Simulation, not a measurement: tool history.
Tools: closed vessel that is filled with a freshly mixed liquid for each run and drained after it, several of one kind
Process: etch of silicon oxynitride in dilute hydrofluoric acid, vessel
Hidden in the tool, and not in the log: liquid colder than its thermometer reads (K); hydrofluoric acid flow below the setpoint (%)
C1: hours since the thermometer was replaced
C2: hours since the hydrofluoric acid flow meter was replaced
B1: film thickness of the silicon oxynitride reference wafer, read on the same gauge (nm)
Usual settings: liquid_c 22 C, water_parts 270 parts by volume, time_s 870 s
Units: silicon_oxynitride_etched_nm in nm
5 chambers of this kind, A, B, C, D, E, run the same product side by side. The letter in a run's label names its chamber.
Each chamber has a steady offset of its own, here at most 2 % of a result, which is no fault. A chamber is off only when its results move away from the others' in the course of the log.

Run 1A, hour 3.4: usual settings; C1 532.1; C2 593.3; B1 140.02. Result: silicon_oxynitride_etched_nm 8.0475 nm.
Run 2C, hour 7.2: usual settings; C1 267.6; C2 349.9; B1 139.98. Result: silicon_oxynitride_etched_nm 7.9704 nm.
Run 3B, hour 10.3: usual settings; C1 1138.6; C2 172.7; B1 139.92. Result: silicon_oxynitride_etched_nm 8.1019 nm.
Run 4E, hour 13.4: usual settings; C1 356.1; C2 223.9; B1 139.98. Result: silicon_oxynitride_etched_nm 8.0804 nm.
Run 5D, hour 17.9: usual settings; C1 288.1; C2 1169.1; B1 140. Result: silicon_oxynitride_etched_nm 8.0162 nm.
Run 6A, hour 22.7: usual settings; C1 551.4; C2 612.6; B1 140. Result: silicon_oxynitride_etched_nm 8.071 nm.
Run 7B, hour 27.2: usual settings; C1 1155.5; C2 189.6; B1 139.99. Result: silicon_oxynitride_etched_nm 8.1534 nm.
Run 8C, hour 30.5: usual settings; C1 290.9; C2 373.2; B1 139.99. Result: silicon_oxynitride_etched_nm 7.8905 nm.
Run 9E, hour 33.8: usual settings; C1 376.5; C2 244.3; B1 139.97. Result: silicon_oxynitride_etched_nm 7.9746 nm.
Run 10D, hour 38.8: usual settings; C1 309; C2 1190; B1 140.03. Result: silicon_oxynitride_etched_nm 7.9535 nm.
Run 11A, hour 43.2: usual settings; C1 571.9; C2 633.1; B1 139.97. Result: silicon_oxynitride_etched_nm 8.0061 nm.
Run 12E, hour 47.1: usual settings; C1 389.8; C2 257.6; B1 139.96. Result: silicon_oxynitride_etched_nm 8.08 nm.
Run 13B, hour 51: usual settings; C1 1179.3; C2 213.4; B1 139.98. Result: silicon_oxynitride_etched_nm 8.1723 nm.
Run 14C, hour 53.6: usual settings; C1 314; C2 396.3; B1 140. Result: silicon_oxynitride_etched_nm 7.8899 nm.
Run 15D, hour 56.9: usual settings but water_parts 345 parts by volume, time_s 555 s; C1 327.1; C2 1208.1; B1 140. Result: silicon_oxynitride_etched_nm 3.8138 nm.
Run 16C, hour 61.4: usual settings but water_parts 345 parts by volume, time_s 555 s; C1 321.8; C2 404.1; B1 139.97. Result: silicon_oxynitride_etched_nm 3.673 nm.
Run 17B, hour 63.7: usual settings but water_parts 345 parts by volume, time_s 555 s; C1 1192; C2 226.1; B1 140. Result: silicon_oxynitride_etched_nm 3.8791 nm.
Run 18E, hour 67.3: usual settings but water_parts 345 parts by volume, time_s 555 s; C1 410; C2 277.8; B1 139.97. Result: silicon_oxynitride_etched_nm 3.8707 nm.
Run 19A, hour 70.2: usual settings but water_parts 345 parts by volume, time_s 555 s; C1 598.9; C2 660.1; B1 140. Result: silicon_oxynitride_etched_nm 3.8194 nm.
Run 20D, hour 74.7: usual settings but water_parts 200 parts by volume, time_s 395 s; C1 344.9; C2 1225.9; B1 140.02. Result: silicon_oxynitride_etched_nm 5.1096 nm.
Run 21A, hour 77.4: usual settings but water_parts 200 parts by volume, time_s 395 s; C1 606.1; C2 667.3; B1 139.98. Result: silicon_oxynitride_etched_nm 5.108 nm.
Run 22C, hour 79.8: usual settings but water_parts 200 parts by volume, time_s 395 s; C1 340.2; C2 422.5; B1 139.96. Result: silicon_oxynitride_etched_nm 5.017 nm.
Run 23B, hour 83.2: usual settings but water_parts 200 parts by volume, time_s 395 s; C1 1211.5; C2 245.6; B1 139.98. Result: silicon_oxynitride_etched_nm 5.1789 nm.
Run 24D, hour 86.8: usual settings but water_parts 200 parts by volume, time_s 395 s; C1 357; C2 1238; B1 140.03. Result: silicon_oxynitride_etched_nm 5.075 nm.
Run 25E, hour 89.3: usual settings; C1 432; C2 299.8; B1 140.02. Result: silicon_oxynitride_etched_nm 7.9728 nm.
Run 26A, hour 92.2: usual settings; C1 620.9; C2 682.1; B1 140.01. Result: silicon_oxynitride_etched_nm 8.1018 nm.
Run 27D, hour 94.8: usual settings; C1 365; C2 1246; B1 140.02. Result: silicon_oxynitride_etched_nm 7.9823 nm.
Run 28C, hour 97.3: usual settings; C1 357.7; C2 440; B1 140.07. Result: silicon_oxynitride_etched_nm 7.4073 nm.
Run 29E, hour 102: usual settings; C1 444.7; C2 312.5; B1 139.97. Result: silicon_oxynitride_etched_nm 8.0613 nm.
Run 30B, hour 107: usual settings; C1 1235.3; C2 269.4; B1 139.99. Result: silicon_oxynitride_etched_nm 8.1884 nm.
Run 31A, hour 111.7: usual settings; C1 640.4; C2 701.6; B1 140.01. Result: silicon_oxynitride_etched_nm 8.0774 nm.
Run 32E, hour 115.4: usual settings; C1 458.1; C2 325.9; B1 140. Result: silicon_oxynitride_etched_nm 8.059 nm.
Run 33B, hour 119.4: usual settings; C1 1247.7; C2 281.8; B1 140. Result: silicon_oxynitride_etched_nm 8.1436 nm.
Run 34D, hour 123.8: usual settings; C1 394; C2 1275; B1 140.03. Result: silicon_oxynitride_etched_nm 8.0135 nm.
Run 35C, hour 127.3: usual settings; C1 387.7; C2 470; B1 139.97. Result: silicon_oxynitride_etched_nm 7.3177 nm.
Run 36B, hour 130.8: usual settings; C1 1259.1; C2 293.2; B1 140.02. Result: silicon_oxynitride_etched_nm 8.0266 nm.
Run 37A, hour 134.7: usual settings; C1 663.4; C2 724.6; B1 139.96. Result: silicon_oxynitride_etched_nm 8.0055 nm.

What goes on in this fleet: one chamber off, a drifting gauge, or nothing beyond the chambers' own small offsets? Name the chamber and the cause, if any.

Chamber C drifts away from the others.
Cause: hydrofluoric acid flow below the setpoint (%) = 7.76.
The log may not tell that from: liquid colder than its thermometer reads (K).

Here are 4 candidates for chamber C's next run, each the usual settings with a change, their results left as question marks. Which one brings its results back in line with what the others give on the usual settings?
In line means no further than this from the other chambers' mean on the usual settings: silicon_oxynitride_etched_nm 0.26 nm
Run 38C-1, hour 138.3: usual settings but water_parts 280 parts by volume, time_s 820 s. Result: silicon_oxynitride_etched_nm ?.
Run 38C-2, hour 138.3: usual settings but time_s 960 s. Result: silicon_oxynitride_etched_nm ?.
Run 38C-3, hour 138.3: usual settings but liquid_c 21.5 C, time_s 720 s. Result: silicon_oxynitride_etched_nm ?.
Run 38C-4, hour 138.3: usual settings but liquid_c 22.5 C, water_parts 250 parts by volume, time_s 955 s. Result: silicon_oxynitride_etched_nm ?.

The other chambers' mean on the usual settings: silicon_oxynitride_etched_nm 8.0503 nm
  run  silicon_oxynitride_etched_nm
38C-1                        6.5475
38C-2                        8.0052
38C-3                        5.8743
38C-4                        8.9178
38C-2 brings the chamber back in line.
